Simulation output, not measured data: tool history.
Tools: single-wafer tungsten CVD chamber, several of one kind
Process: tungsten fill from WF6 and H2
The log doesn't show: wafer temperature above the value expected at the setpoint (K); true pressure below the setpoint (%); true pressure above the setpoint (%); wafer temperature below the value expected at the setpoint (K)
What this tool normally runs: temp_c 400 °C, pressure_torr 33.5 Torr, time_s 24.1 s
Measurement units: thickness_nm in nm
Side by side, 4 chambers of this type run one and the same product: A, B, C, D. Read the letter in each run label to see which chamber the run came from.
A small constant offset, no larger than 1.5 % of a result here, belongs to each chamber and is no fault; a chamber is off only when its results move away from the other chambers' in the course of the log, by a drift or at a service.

| run | hour | temp_c | pressure_torr | time_s | hours since the last thermocouple change | hours since the last manometer calibration | read-back reference wafer on the same gauge, thickness_nm | thickness_nm |
|---|---|---|---|---|---|---|---|---|
| 1A | 9.2 | 400 | 33.5 | 24.1 | 1951.9 | 2133.7 | 87.342 | 73.98 |
| 2D | 16 | 400 | 33.5 | 24.1 | 2252.6 | 706.1 | 87.179 | 73.298 |
| 3C | 21.8 | 400 | 33.5 | 24.1 | 689.7 | 670.5 | 87.352 | 72.906 |
| 4B | 30.4 | 400 | 33.5 | 24.1 | 529.6 | 576.7 | 87.229 | 74.646 |
| 5C | 39.1 | 400 | 33.5 | 24.1 | 707 | 687.8 | 87.326 | 73.415 |
| 6D | 47.3 | 400 | 33.5 | 24.1 | 2283.9 | 737.4 | 87.392 | 73.658 |
| 7B | 52.4 | 400 | 33.5 | 24.1 | 551.6 | 598.7 | 87.403 | 74.274 |
| 8A | 60.4 | 400 | 33.5 | 24.1 | 2003.1 | 2184.9 | 87.231 | 74.019 |
| 9B | 65.1 | 400 | 33.5 | 24.1 | 564.3 | 611.4 | 87.229 | 74.946 |
| 10C | 73 | 400 | 33.5 | 24.1 | 740.9 | 721.7 | 87.323 | 73.442 |
| 11D | 77.9 | 400 | 33.5 | 24.1 | 2314.5 | 768 | 87.27 | 73.653 |
| 12A | 86.5 | 400 | 33.5 | 24.1 | 2029.2 | 2211 | 87.219 | 73.84 |
| 13C | 93.4 | 400 | 33.5 | 24.1 | 761.3 | 742.1 | 87.271 | 72.926 |
| 14A | 98.2 | 400 | 33.5 | 24.1 | 2040.9 | 2222.7 | 87.279 | 73.881 |
| 15B | 103.1 | 413 | 25.9 | 24.1 | 602.3 | 649.4 | 87.458 | 82.513 |
| 16D | 109.4 | 413 | 25.9 | 24.1 | 2346 | 799.5 | 87.334 | 81.188 |
| 17B | 114.2 | 413 | 25.9 | 24.1 | 613.4 | 660.5 | 87.142 | 82.892 |
| 18A | 119.8 | 413 | 25.9 | 24.1 | 2062.5 | 2244.3 | 87.29 | 81.881 |
| 19D | 129.2 | 412 | 33.5 | 24.1 | 2365.8 | 819.3 | 87.325 | 90.961 |
| 20C | 133.5 | 412 | 33.5 | 24.1 | 801.4 | 782.2 | 87.27 | 90.189 |
|  | 136.7 | chamber D: thermocouple changed; heater temperature recalibrated |
| 21B | 139.9 | 412 | 33.5 | 24.1 | 639.1 | 686.2 | 87.258 | 91.711 |
| 22C | 147.1 | 412 | 33.5 | 24.1 | 815 | 795.8 | 87.235 | 90.041 |
| 23D | 151.3 | 409 | 33.5 | 26.6 | 14.6 | 841.4 | 87.304 | 91.98 |
| 24A | 159.4 | 409 | 33.5 | 26.6 | 2102.1 | 2283.9 | 87.273 | 96.287 |
| 25A | 168.8 | 409 | 33.5 | 26.6 | 2111.5 | 2293.3 | 87.341 | 95.941 |
| 26C | 174.6 | 409 | 33.5 | 26.6 | 842.5 | 823.3 | 87.424 | 94.621 |
| 27D | 182.3 | 400 | 33.5 | 24.1 | 45.6 | 872.4 | 87.301 | 70.652 |
| 28B | 191.4 | 400 | 33.5 | 24.1 | 690.6 | 737.7 | 87.348 | 75.141 |
| 29B | 195.7 | 400 | 33.5 | 24.1 | 694.9 | 742 | 87.354 | 73.861 |
| 30D | 204.1 | 400 | 33.5 | 24.1 | 67.4 | 894.2 | 87.25 | 70.248 |
|  | 204.9 | chamber A: thermocouple changed; heater temperature recalibrated |
| 31C | 212.2 | 400 | 33.5 | 24.1 | 880.1 | 860.9 | 87.246 | 73.021 |
| 32A | 218.7 | 400 | 39.6 | 24.1 | 13.9 | 2343.2 | 87.367 | 80.576 |
| 33A | 224.4 | 400 | 39.6 | 24.1 | 19.6 | 2348.9 | 87.278 | 80.064 |
| 34C | 229.2 | 400 | 39.6 | 24.1 | 897.1 | 877.9 | 87.389 | 79.244 |
| 35B | 236 | 400 | 39.6 | 24.1 | 735.2 | 782.3 | 87.256 | 80.745 |
| 36D | 242.8 | 400 | 33.5 | 24.1 | 106.1 | 932.9 | 87.294 | 70.421 |
| 37C | 251.3 | 411 | 33.5 | 21.5 | 919.2 | 900 | 87.291 | 79.076 |
| 38B | 256.8 | 411 | 33.5 | 21.5 | 756 | 803.1 | 87.239 | 80.502 |
| 39A | 266 | 411 | 33.5 | 21.5 | 61.2 | 2390.5 | 87.294 | 79.799 |
| 40D | 271.2 | 411 | 33.5 | 21.5 | 134.5 | 961.3 | 87.219 | 76.52 |
| 41A | 278.6 | 400 | 33.5 | 24.1 | 73.8 | 2403.1 | 87.309 | 73.892 |
| 42B | 288 | 400 | 33.5 | 24.1 | 787.2 | 834.3 | 87.205 | 74.715 |

Each of the 4 chambers runs these same settings next. Fill in every chamber's results:
| 43A | 294.8 | 400 | 33.5 | 24.1 |  |  |  | ? |
| 43B | 294.8 | 400 | 33.5 | 24.1 |  |  |  | ? |
| 43C | 294.8 | 400 | 33.5 | 24.1 |  |  |  | ? |
| 43D | 294.8 | 400 | 33.5 | 24.1 |  |  |  | ? |

| run | thickness_nm |
|---|---|
| 43A | 74.45 |
| 43B | 74.767 |
| 43C | 72.935 |
| 43D | 70.011 |

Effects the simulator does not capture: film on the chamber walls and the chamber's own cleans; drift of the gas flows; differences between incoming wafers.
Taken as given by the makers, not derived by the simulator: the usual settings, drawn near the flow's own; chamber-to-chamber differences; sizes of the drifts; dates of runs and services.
